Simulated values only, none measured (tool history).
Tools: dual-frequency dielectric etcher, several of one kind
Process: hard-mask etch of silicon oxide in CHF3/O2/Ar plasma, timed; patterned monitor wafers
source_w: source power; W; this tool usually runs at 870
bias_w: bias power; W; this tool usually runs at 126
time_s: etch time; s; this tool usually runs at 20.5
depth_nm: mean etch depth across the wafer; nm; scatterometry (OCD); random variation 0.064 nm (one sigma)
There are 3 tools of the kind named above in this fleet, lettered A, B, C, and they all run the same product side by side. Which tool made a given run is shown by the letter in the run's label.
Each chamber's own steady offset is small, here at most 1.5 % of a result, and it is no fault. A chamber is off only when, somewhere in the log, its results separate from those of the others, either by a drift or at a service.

run,hour,source_w,bias_w,time_s,"read-back reference wafer on the same gauge, depth_nm",depth_nm
1C,3.6,870,126,20.5,48.394,41.654
2B,6.9,870,126,20.5,48.375,41.835
3A,10.4,870,126,20.5,48.349,41.191
4B,13.5,870,126,20.5,48.363,41.762
5C,17.5,870,126,20.5,48.330,41.602
6A,21.2,870,126,20.5,48.321,41.374
7C,24.2,870,126,20.5,48.333,41.559
8B,27.8,870,126,20.5,48.313,41.704
9A,33.0,870,126,20.5,48.273,41.222
10A,35.9,870,126,20.5,48.265,41.137
11B,39.8,870,126,20.5,48.256,41.665
12C,44.1,870,126,20.5,48.219,41.593
13A,49.1,870,126,20.5,48.240,41.074
14C,52.6,870,126,20.5,48.216,41.420
15B,56.0,870,126,20.5,48.202,41.702
16A,59.2,870,126,20.5,48.201,41.151
17B,63.2,870,126,20.5,48.188,41.611
18C,67.2,870,126,20.5,48.168,41.526
19C,71.5,870,126,20.5,48.141,41.344
20A,76.8,870,126,20.5,48.144,41.194
21B,80.9,870,126,20.5,48.119,41.531
22B,85.0,870,126,20.5,48.081,41.507

For the next run the whole fleet of 3 chambers uses the same settings. Give each chamber's results:
23A,89.0,870,126,20.5,,?
23B,89.0,870,126,20.5,,?
23C,89.0,870,126,20.5,,?

run,depth_nm
23A,40.966
23B,41.422
23C,41.500
